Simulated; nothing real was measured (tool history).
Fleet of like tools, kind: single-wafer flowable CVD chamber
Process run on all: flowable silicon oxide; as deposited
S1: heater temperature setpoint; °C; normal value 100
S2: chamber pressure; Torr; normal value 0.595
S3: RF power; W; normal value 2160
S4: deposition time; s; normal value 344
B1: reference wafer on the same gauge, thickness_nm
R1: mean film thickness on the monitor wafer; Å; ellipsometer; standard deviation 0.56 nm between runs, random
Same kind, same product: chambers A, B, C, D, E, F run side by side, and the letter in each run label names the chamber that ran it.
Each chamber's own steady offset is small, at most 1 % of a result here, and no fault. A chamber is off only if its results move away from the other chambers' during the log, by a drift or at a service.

| run | hour | S1 | S2 | S3 | S4 | B1 | R1 |
|---|---|---|---|---|---|---|---|
| 1C | 5.3 | 100 | 0.595 | 2160 | 344 | 168.09 | 1432.00 |
| 2E | 9.7 | 100 | 0.595 | 2160 | 344 | 168.01 | 1435.20 |
| 3F | 14.7 | 100 | 0.595 | 2160 | 344 | 167.96 | 1434.50 |
| 4B | 24.6 | 100 | 0.595 | 2160 | 344 | 168.12 | 1418.70 |
| 5A | 31.9 | 100 | 0.595 | 2160 | 344 | 167.91 | 1429.50 |
| 6D | 41.9 | 100 | 0.595 | 2160 | 344 | 168.18 | 1433.60 |
| 7E | 48.8 | 100 | 0.595 | 2160 | 344 | 168.08 | 1421.50 |
| 8F | 56.5 | 100 | 0.595 | 2160 | 344 | 167.91 | 1425.30 |
| 9D | 65.5 | 100 | 0.643 | 1870 | 344 | 167.77 | 1537.50 |
| 10A | 70.8 | 100 | 0.643 | 1870 | 344 | 167.94 | 1547.30 |
| 11B | 78.0 | 100 | 0.643 | 1870 | 344 | 168.04 | 1527.60 |
| 12C | 86.1 | 100 | 0.643 | 1870 | 344 | 167.84 | 1562.60 |
| 13B | 95.7 | 100 | 0.643 | 1870 | 344 | 167.95 | 1527.50 |
| 14A | 103.3 | 100 | 0.643 | 1870 | 344 | 168.00 | 1547.10 |
| 15D | 110.3 | 100 | 0.595 | 2160 | 344 | 168.10 | 1417.30 |
| 16C | 118.2 | 100 | 0.714 | 2465 | 344 | 167.91 | 1894.20 |
| 17E | 122.7 | 100 | 0.714 | 2465 | 344 | 167.96 | 1863.00 |
|  | 123.2 | chamber A: thermocouple changed; heater temperature recalibrated |
| 18F | 127.9 | 100 | 0.714 | 2465 | 344 | 168.00 | 1856.60 |
| 19C | 133.5 | 100 | 0.714 | 2465 | 344 | 168.14 | 1894.30 |
| 20E | 143.2 | 100 | 0.714 | 2465 | 344 | 168.02 | 1875.70 |
| 21D | 153.3 | 100 | 0.714 | 2465 | 344 | 168.00 | 1886.80 |
| 22A | 163.0 | 100 | 0.595 | 2160 | 344 | 168.06 | 1373.40 |
| 23B | 168.1 | 100 | 0.595 | 2160 | 344 | 167.86 | 1406.10 |
| 24F | 175.3 | 100 | 0.595 | 2160 | 344 | 168.08 | 1414.00 |
| 25B | 181.7 | 100 | 0.595 | 2160 | 344 | 167.95 | 1409.90 |
| 26D | 189.7 | 100 | 0.595 | 2160 | 344 | 167.98 | 1427.40 |
| 27F | 198.7 | 100 | 0.595 | 2160 | 344 | 167.99 | 1419.70 |
| 28E | 204.6 | 100 | 0.595 | 2160 | 344 | 168.10 | 1430.60 |
| 29A | 213.2 | 100 | 0.460 | 2160 | 313 | 168.01 | 859.85 |
| 30C | 221.4 | 100 | 0.460 | 2160 | 313 | 167.99 | 887.29 |
| 31E | 228.9 | 100 | 0.460 | 2160 | 313 | 168.11 | 895.60 |
|  | 231.8 | chamber C: thermocouple changed; heater temperature recalibrated |
| 32B | 234.6 | 100 | 0.460 | 2160 | 313 | 168.02 | 880.95 |
| 33C | 242.6 | 100 | 0.460 | 2160 | 313 | 168.02 | 896.03 |
|  | 243.9 | chamber C: capacitance manometer re-zeroed and calibrated |
| 34D | 250.3 | 100 | 0.460 | 2160 | 313 | 167.99 | 893.07 |
| 35A | 259.5 | 100 | 0.595 | 2160 | 344 | 168.08 | 1371.70 |
|  | 262.9 | chamber B: RF generator calibrated |
| 36F | 265.7 | 100 | 0.595 | 2160 | 344 | 168.06 | 1431.70 |
| 37A | 270.4 | 107 | 0.595 | 1775 | 344 | 168.05 | 1028.90 |
| 38E | 279.9 | 107 | 0.595 | 1775 | 344 | 168.01 | 1079.90 |
| 39D | 287.2 | 107 | 0.595 | 1775 | 344 | 167.97 | 1084.80 |
| 40B | 293.3 | 107 | 0.595 | 1775 | 344 | 167.99 | 1079.50 |
| 41C | 303.6 | 107 | 0.595 | 1775 | 344 | 168.12 | 1088.10 |
| 42F | 313.1 | 107 | 0.595 | 1775 | 344 | 167.87 | 1082.40 |
| 43C | 322.4 | 100 | 0.595 | 2160 | 344 | 168.06 | 1434.40 |

Each of the 6 chambers runs these same settings next. Fill in every chamber's results:
| 44A | 329.8 | 100 | 0.595 | 2160 | 344 |  | ? |
| 44B | 329.8 | 100 | 0.595 | 2160 | 344 |  | ? |
| 44C | 329.8 | 100 | 0.595 | 2160 | 344 |  | ? |
| 44D | 329.8 | 100 | 0.595 | 2160 | 344 |  | ? |
| 44E | 329.8 | 100 | 0.595 | 2160 | 344 |  | ? |
| 44F | 329.8 | 100 | 0.595 | 2160 | 344 |  | ? |

| run | R1 |
|---|---|
| 44A | 1379.40 |
| 44B | 1411.20 |
| 44C | 1426.80 |
| 44D | 1434.40 |
| 44E | 1435.40 |
| 44F | 1432.40 |

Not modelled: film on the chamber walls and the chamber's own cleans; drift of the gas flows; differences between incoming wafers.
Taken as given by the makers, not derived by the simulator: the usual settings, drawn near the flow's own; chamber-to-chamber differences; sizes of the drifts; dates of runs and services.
